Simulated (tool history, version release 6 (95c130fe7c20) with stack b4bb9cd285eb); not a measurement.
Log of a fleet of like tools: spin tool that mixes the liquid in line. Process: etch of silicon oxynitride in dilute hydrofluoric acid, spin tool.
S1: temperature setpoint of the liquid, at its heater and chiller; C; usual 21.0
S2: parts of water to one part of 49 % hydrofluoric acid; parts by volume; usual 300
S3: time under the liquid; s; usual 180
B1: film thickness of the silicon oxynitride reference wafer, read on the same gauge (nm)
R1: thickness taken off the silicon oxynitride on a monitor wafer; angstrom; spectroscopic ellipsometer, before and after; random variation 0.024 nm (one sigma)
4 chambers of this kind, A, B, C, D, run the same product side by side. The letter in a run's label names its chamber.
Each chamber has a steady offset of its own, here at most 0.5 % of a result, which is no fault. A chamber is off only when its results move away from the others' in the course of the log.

Run 1C, hour 11.6: usual settings; B1 80.039. Result: R1 15.246 angstrom.
Run 2A, hour 18.6: usual settings; B1 79.988. Result: R1 15.050 angstrom.
Run 3B, hour 32.3: usual settings; B1 80.012. Result: R1 15.068 angstrom.
Run 4D, hour 40.5: usual settings; B1 79.967. Result: R1 15.451 angstrom.
Run 5A, hour 54.7: usual settings; B1 79.967. Result: R1 15.280 angstrom.
Run 6B, hour 68.1: usual settings; B1 79.988. Result: R1 14.920 angstrom.
Run 7D, hour 80.5: usual settings; B1 80.033. Result: R1 15.063 angstrom.
Run 8C, hour 90.5: usual settings; B1 80.022. Result: R1 14.886 angstrom.
Run 9C, hour 100.8: usual settings; B1 79.983. Result: R1 15.225 angstrom.
Run 10A, hour 110.1: usual settings; B1 79.994. Result: R1 14.878 angstrom.
Run 11D, hour 122.7: usual settings; B1 79.954. Result: R1 14.936 angstrom.
Run 12B, hour 133.0: usual settings; B1 79.992. Result: R1 14.712 angstrom.
At hour 139.7: chamber A: thermometer replaced.
At hour 142.8: chamber B: thermometer replaced.
Run 13D, hour 147.6: usual settings; B1 79.991. Result: R1 15.428 angstrom.
Run 14C, hour 162.1: usual settings; B1 80.011. Result: R1 15.160 angstrom.
Run 15A, hour 175.5: usual settings but S2 210 parts by volume, S3 95 s; B1 80.023. Result: R1 12.415 angstrom.
At hour 182.2: chamber D: thermometer replaced.
Run 16B, hour 183.2: usual settings but S2 210 parts by volume, S3 95 s; B1 80.001. Result: R1 11.795 angstrom.
At hour 190.9: chamber C: hydrofluoric acid flow meter replaced.
Run 17A, hour 192.8: usual settings but S2 210 parts by volume, S3 95 s; B1 79.996. Result: R1 11.622 angstrom.
Run 18C, hour 199.4: usual settings but S2 210 parts by volume, S3 95 s; B1 80.009. Result: R1 11.984 angstrom.
Run 19D, hour 211.5: usual settings; B1 80.009. Result: R1 15.073 angstrom.
Run 20B, hour 221.1: usual settings; B1 80.019. Result: R1 14.719 angstrom.
Run 21B, hour 228.4: usual settings; B1 79.996. Result: R1 14.167 angstrom.
Run 22A, hour 236.1: usual settings but S2 195 parts by volume, S3 245 s; B1 80.013. Result: R1 34.726 angstrom.
Run 23D, hour 242.8: usual settings but S2 195 parts by volume, S3 245 s; B1 80.002. Result: R1 33.630 angstrom.
Run 24C, hour 253.1: usual settings but S2 195 parts by volume, S3 245 s; B1 79.973. Result: R1 34.258 angstrom.
Run 25A, hour 263.4: usual settings but S2 195 parts by volume, S3 245 s; B1 80.003. Result: R1 33.863 angstrom.
Run 26B, hour 271.0: usual settings but S1 24.5 C, S3 235 s; B1 79.986. Result: R1 21.780 angstrom.
Run 27D, hour 285.9: usual settings but S1 24.5 C, S3 235 s; B1 79.998. Result: R1 23.169 angstrom.
Run 28C, hour 293.4: usual settings but S1 24.5 C, S3 235 s; B1 79.992. Result: R1 23.480 angstrom.
Run 29C, hour 303.7: usual settings but S1 24.5 C, S3 235 s; B1 80.012. Result: R1 23.320 angstrom.
Run 30B, hour 311.8: usual settings; B1 80.024. Result: R1 13.825 angstrom.
Run 31D, hour 320.8: usual settings; B1 79.987. Result: R1 15.244 angstrom.
Run 32A, hour 329.9: usual settings but S2 155 parts by volume; B1 80.009. Result: R1 32.758 angstrom.

Next, every chamber runs the same settings. What will each give?
Run 33A, hour 340.8: usual settings but S1 18.0 C. Result: R1 ?.
Run 33B, hour 340.8: usual settings but S1 18.0 C. Result: R1 ?.
Run 33C, hour 340.8: usual settings but S1 18.0 C. Result: R1 ?.
Run 33D, hour 340.8: usual settings but S1 18.0 C. Result: R1 ?.

run      R1
33A  13.123
33B  11.976
33C  13.498
33D  13.374
